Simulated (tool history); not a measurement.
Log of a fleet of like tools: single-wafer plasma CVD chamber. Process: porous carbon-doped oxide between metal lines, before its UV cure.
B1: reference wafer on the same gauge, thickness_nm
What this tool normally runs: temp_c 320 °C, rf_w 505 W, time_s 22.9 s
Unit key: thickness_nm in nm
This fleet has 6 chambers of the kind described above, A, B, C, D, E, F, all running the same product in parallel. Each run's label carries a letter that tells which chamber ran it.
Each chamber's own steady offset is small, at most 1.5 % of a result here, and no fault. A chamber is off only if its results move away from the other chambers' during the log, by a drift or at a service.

Run 1F, hour 3: usual settings; B1 129.96. Result: thickness_nm 113.07 nm.
Run 2C, hour 6.4: usual settings; B1 129.92. Result: thickness_nm 110.91 nm.
Run 3E, hour 11.6: usual settings; B1 129.99. Result: thickness_nm 112.59 nm.
Run 4A, hour 16.2: usual settings; B1 130.03. Result: thickness_nm 113.93 nm.
Run 5B, hour 19.1: usual settings; B1 130.07. Result: thickness_nm 113.43 nm.
Run 6D, hour 23.8: usual settings; B1 129.99. Result: thickness_nm 112.12 nm.
Run 7A, hour 28.3: usual settings; B1 130.1. Result: thickness_nm 113.98 nm.
Run 8E, hour 33.1: usual settings; B1 129.98. Result: thickness_nm 112.76 nm.
Run 9B, hour 37.5: usual settings; B1 130.07. Result: thickness_nm 113.22 nm.
Run 10D, hour 41: usual settings; B1 130.08. Result: thickness_nm 111.97 nm.
Run 11C, hour 45.1: usual settings; B1 130. Result: thickness_nm 111.5 nm.
Run 12F, hour 48.1: usual settings; B1 129.99. Result: thickness_nm 113.31 nm.
Run 13F, hour 50.5: usual settings; B1 130.11. Result: thickness_nm 113.34 nm.
Run 14C, hour 55.2: usual settings; B1 129.93. Result: thickness_nm 111.39 nm.
Run 15A, hour 58.4: usual settings; B1 129.99. Result: thickness_nm 114.05 nm.
Run 16E, hour 61.7: usual settings but temp_c 334 °C, rf_w 450 W; B1 130. Result: thickness_nm 97.673 nm.
Run 17D, hour 66.9: usual settings but temp_c 334 °C, rf_w 450 W; B1 130. Result: thickness_nm 96.803 nm.
Run 18B, hour 69.2: usual settings but temp_c 334 °C, rf_w 450 W; B1 129.97. Result: thickness_nm 97.608 nm.
Run 19E, hour 73.9: usual settings but temp_c 334 °C, rf_w 450 W; B1 130.06. Result: thickness_nm 97.26 nm.
Run 20B, hour 76.6: usual settings but temp_c 334 °C, rf_w 450 W; B1 129.97. Result: thickness_nm 97.181 nm.
Run 21A, hour 81.6: usual settings but temp_c 334 °C, rf_w 450 W; B1 129.91. Result: thickness_nm 98.371 nm.
At hour 84.4: chamber E: thermocouple changed; heater temperature recalibrated.
Run 22F, hour 86.4: usual settings; B1 130.02. Result: thickness_nm 113.45 nm.
Run 23C, hour 89.4: usual settings; B1 130.08. Result: thickness_nm 111.59 nm.
Run 24D, hour 92.3: usual settings; B1 129.98. Result: thickness_nm 112.44 nm.
Run 25C, hour 96.4: usual settings but temp_c 326 °C; B1 129.95. Result: thickness_nm 108.26 nm.
Run 26E, hour 99.5: usual settings but temp_c 326 °C; B1 129.98. Result: thickness_nm 106.6 nm.
Run 27F, hour 104.5: usual settings but temp_c 326 °C; B1 129.96. Result: thickness_nm 109.94 nm.
Run 28B, hour 109.2: usual settings but temp_c 326 °C; B1 130.07. Result: thickness_nm 109.96 nm.
Run 29D, hour 114.2: usual settings but temp_c 326 °C; B1 130. Result: thickness_nm 108.77 nm.
Run 30A, hour 118.9: usual settings but temp_c 326 °C; B1 130.06. Result: thickness_nm 110.85 nm.
Run 31B, hour 122.4: usual settings; B1 130.03. Result: thickness_nm 113.17 nm.
Run 32C, hour 126.1: usual settings but rf_w 550 W, time_s 18.5 s; B1 130.05. Result: thickness_nm 96.126 nm.
Run 33D, hour 129.3: usual settings but rf_w 550 W, time_s 18.5 s; B1 129.99. Result: thickness_nm 96.176 nm.
Run 34A, hour 133.3: usual settings but rf_w 550 W, time_s 18.5 s; B1 129.96. Result: thickness_nm 97.918 nm.
Run 35F, hour 137.2: usual settings but rf_w 550 W, time_s 18.5 s; B1 129.97. Result: thickness_nm 97.025 nm.
Run 36E, hour 140.4: usual settings but rf_w 550 W, time_s 18.5 s; B1 129.96. Result: thickness_nm 94.526 nm.
Run 37E, hour 143.9: usual settings but rf_w 550 W, time_s 18.5 s; B1 130.09. Result: thickness_nm 94.397 nm.
Run 38B, hour 149.1: usual settings; B1 129.95. Result: thickness_nm 112.93 nm.
Run 39D, hour 151.8: usual settings but rf_w 570 W; B1 129.98. Result: thickness_nm 121.32 nm.

The same settings go to every chamber for the next run, one line per chamber below. Forecast the results for each:
Run 40A, hour 155.6: usual settings but temp_c 306 °C. Result: thickness_nm ?.
Run 40B, hour 155.6: usual settings but temp_c 306 °C. Result: thickness_nm ?.
Run 40C, hour 155.6: usual settings but temp_c 306 °C. Result: thickness_nm ?.
Run 40D, hour 155.6: usual settings but temp_c 306 °C. Result: thickness_nm ?.
Run 40E, hour 155.6: usual settings but temp_c 306 °C. Result: thickness_nm ?.
Run 40F, hour 155.6: usual settings but temp_c 306 °C. Result: thickness_nm ?.

run  thickness_nm
40A        122.75
40B        121.47
40C        120.07
40D        120.75
40E        118.55
40F        121.83
